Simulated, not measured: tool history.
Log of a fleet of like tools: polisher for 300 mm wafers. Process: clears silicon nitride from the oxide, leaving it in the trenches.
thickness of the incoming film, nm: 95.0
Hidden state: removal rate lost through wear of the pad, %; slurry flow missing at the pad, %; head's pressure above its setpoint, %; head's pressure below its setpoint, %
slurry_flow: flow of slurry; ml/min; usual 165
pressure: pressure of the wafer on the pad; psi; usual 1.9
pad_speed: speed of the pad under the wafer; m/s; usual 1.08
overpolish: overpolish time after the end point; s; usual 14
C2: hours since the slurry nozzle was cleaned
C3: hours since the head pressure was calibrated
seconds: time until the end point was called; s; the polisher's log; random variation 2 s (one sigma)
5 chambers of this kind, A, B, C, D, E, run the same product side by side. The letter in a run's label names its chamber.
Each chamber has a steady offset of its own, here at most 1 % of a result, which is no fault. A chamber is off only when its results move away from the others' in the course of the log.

Run 1A, hour 5.1: usual settings; wafers polished on this pad 554; C2 219.3; C3 449.2. Result: seconds 131.74 s.
Run 2D, hour 10.2: usual settings; wafers polished on this pad 271; C2 468.8; C3 806.3. Result: seconds 130.66 s.
Run 3B, hour 15.7: usual settings; wafers polished on this pad 1006; C2 239.2; C3 365.2. Result: seconds 133.96 s.
Run 4C, hour 26.6: usual settings; wafers polished on this pad 298; C2 331.7; C3 609.4. Result: seconds 132.41 s.
At hour 29.3: chamber A: head pressure recalibrated.
Run 5E, hour 35.4: usual settings; wafers polished on this pad 392; C2 495.2; C3 160.4. Result: seconds 127.30 s.
Run 6D, hour 44.4: usual settings; wafers polished on this pad 587; C2 503.0; C3 840.5. Result: seconds 132.37 s.
At hour 48.0: chamber B: slurry nozzle cleaned.
Run 7A, hour 51.3: usual settings; wafers polished on this pad 981; C2 265.5; C3 22.1. Result: seconds 133.25 s.
At hour 55.3: chamber D: worn pad replaced by a new one.
Run 8B, hour 59.4: usual settings; wafers polished on this pad 1410; C2 11.5; C3 408.9. Result: seconds 130.48 s.
Run 9E, hour 70.3: usual settings; wafers polished on this pad 715; C2 530.1; C3 195.3. Result: seconds 132.77 s.
Run 10C, hour 80.4: usual settings; wafers polished on this pad 795; C2 385.5; C3 663.2. Result: seconds 132.86 s.
At hour 88.6: chamber B: worn pad replaced by a new one.
Run 11E, hour 90.7: usual settings; wafers polished on this pad 903; C2 550.5; C3 215.7. Result: seconds 133.73 s.
Run 12B, hour 97.2: usual settings but overpolish 8 s; wafers polished on this pad 79; C2 49.3; C3 446.7. Result: seconds 129.87 s.
At hour 98.0: chamber E: worn pad replaced by a new one.
Run 13C, hour 103.5: usual settings but overpolish 8 s; wafers polished on this pad 1008; C2 408.6; C3 686.3. Result: seconds 131.65 s.
Run 14D, hour 112.6: usual settings but overpolish 8 s; wafers polished on this pad 529; C2 571.2; C3 908.7. Result: seconds 131.91 s.
At hour 115.0: chamber D: worn pad replaced by a new one.
Run 15A, hour 122.2: usual settings but overpolish 8 s; wafers polished on this pad 1636; C2 336.4; C3 93.0. Result: seconds 131.38 s.
At hour 126.1: chamber C: worn pad replaced by a new one.
Run 16D, hour 129.4: usual settings but overpolish 8 s; wafers polished on this pad 133; C2 588.0; C3 925.5. Result: seconds 133.39 s.
Run 17E, hour 134.8: usual settings but pressure 1.7 psi, overpolish 19 s; wafers polished on this pad 339; C2 594.6; C3 259.8. Result: seconds 147.02 s.
Run 18A, hour 141.7: usual settings but pressure 1.7 psi, overpolish 19 s; wafers polished on this pad 1816; C2 355.9; C3 112.5. Result: seconds 150.90 s.
Run 19B, hour 148.8: usual settings but pressure 1.7 psi, overpolish 19 s; wafers polished on this pad 556; C2 100.9; C3 498.3. Result: seconds 149.45 s.
At hour 153.7: chamber C: slurry nozzle cleaned.
Run 20C, hour 159.6: usual settings but pressure 1.7 psi, overpolish 19 s; wafers polished on this pad 310; C2 6.0; C3 742.4. Result: seconds 143.77 s.
Run 21E, hour 168.0: usual settings but pressure 1.7 psi, overpolish 19 s; wafers polished on this pad 646; C2 627.8; C3 293.0. Result: seconds 149.27 s.
Run 22C, hour 177.4: usual settings; wafers polished on this pad 474; C2 23.8; C3 760.2. Result: seconds 128.09 s.
At hour 182.0: chamber D: worn pad replaced by a new one.
Run 23D, hour 182.9: usual settings; wafers polished on this pad 8; C2 641.5; C3 979.0. Result: seconds 132.15 s.
Run 24A, hour 188.7: usual settings; wafers polished on this pad 2250; C2 402.9; C3 159.5. Result: seconds 136.19 s.
Run 25B, hour 193.5: usual settings; wafers polished on this pad 969; C2 145.6; C3 543.0. Result: seconds 127.31 s.
Run 26B, hour 199.8: usual settings; wafers polished on this pad 1027; C2 151.9; C3 549.3. Result: seconds 132.83 s.
Run 27D, hour 205.1: usual settings but pad_speed 0.80 m/s; wafers polished on this pad 213; C2 663.7; C3 1001.2. Result: seconds 178.01 s.
At hour 210.3: chamber A: slurry nozzle cleaned.
Run 28E, hour 213.9: usual settings but pad_speed 0.80 m/s; wafers polished on this pad 1070; C2 673.7; C3 338.9. Result: seconds 183.74 s.
At hour 215.9: chamber E: worn pad replaced by a new one.
Run 29A, hour 219.5: usual settings but pad_speed 0.80 m/s; wafers polished on this pad 2535; C2 9.2; C3 190.3. Result: seconds 186.70 s.
Run 30C, hour 226.7: usual settings but pad_speed 0.80 m/s; wafers polished on this pad 930; C2 73.1; C3 809.5. Result: seconds 177.66 s.
At hour 232.2: chamber B: worn pad replaced by a new one.
Run 31D, hour 236.6: usual settings but pad_speed 0.80 m/s; wafers polished on this pad 504; C2 695.2; C3 1032.7. Result: seconds 178.73 s.
At hour 242.6: chamber C: worn pad replaced by a new one.
At hour 244.1: chamber D: worn pad replaced by a new one.
Run 32C, hour 247.1: usual settings; wafers polished on this pad 41; C2 93.5; C3 829.9. Result: seconds 131.41 s.
Run 33B, hour 253.5: usual settings; wafers polished on this pad 197; C2 205.6; C3 603.0. Result: seconds 130.21 s.
Run 34E, hour 264.0: usual settings but slurry_flow 215 ml/min; wafers polished on this pad 444; C2 723.8; C3 389.0. Result: seconds 122.80 s.
Run 35A, hour 271.7: usual settings but slurry_flow 215 ml/min; wafers polished on this pad 3017; C2 61.4; C3 242.5. Result: seconds 136.80 s.
At hour 278.9: chamber B: slurry nozzle cleaned.
Run 36A, hour 279.7: usual settings but slurry_flow 215 ml/min; wafers polished on this pad 3091; C2 69.4; C3 250.5. Result: seconds 140.08 s.
Run 37C, hour 287.7: usual settings but slurry_flow 215 ml/min; wafers polished on this pad 416; C2 134.1; C3 870.5. Result: seconds 128.92 s.
Run 38E, hour 294.0: usual settings but slurry_flow 215 ml/min; wafers polished on this pad 721; C2 753.8; C3 419.0. Result: seconds 126.07 s.
Run 39D, hour 299.8: usual settings but slurry_flow 210 ml/min; wafers polished on this pad 515; C2 758.4; C3 1095.9. Result: seconds 128.66 s.
Run 40B, hour 305.6: usual settings but slurry_flow 210 ml/min; wafers polished on this pad 678; C2 26.7; C3 655.1. Result: seconds 125.22 s.
At hour 311.0: chamber B: head pressure recalibrated.
Run 41C, hour 311.1: usual settings but slurry_flow 210 ml/min; wafers polished on this pad 633; C2 157.5; C3 893.9. Result: seconds 123.32 s.
Run 42B, hour 316.1: usual settings but slurry_flow 210 ml/min; wafers polished on this pad 775; C2 37.2; C3 5.2. Result: seconds 127.47 s.
Run 43E, hour 324.1: usual settings but slurry_flow 210 ml/min; wafers polished on this pad 999; C2 783.9; C3 449.1. Result: seconds 124.36 s.
Run 44A, hour 334.3: usual settings; wafers polished on this pad 3595; C2 124.0; C3 305.1. Result: seconds 147.47 s.

All 5 chambers run these settings next. Forecast each chamber's results:
Run 45A, hour 342.1: usual settings. Result: seconds ?.
Run 45B, hour 342.1: usual settings. Result: seconds ?.
Run 45C, hour 342.1: usual settings. Result: seconds ?.
Run 45D, hour 342.1: usual settings. Result: seconds ?.
Run 45E, hour 342.1: usual settings. Result: seconds ?.

run  seconds
45A   151.04
45B   129.15
45C   133.27
45D   135.72
45E   129.25
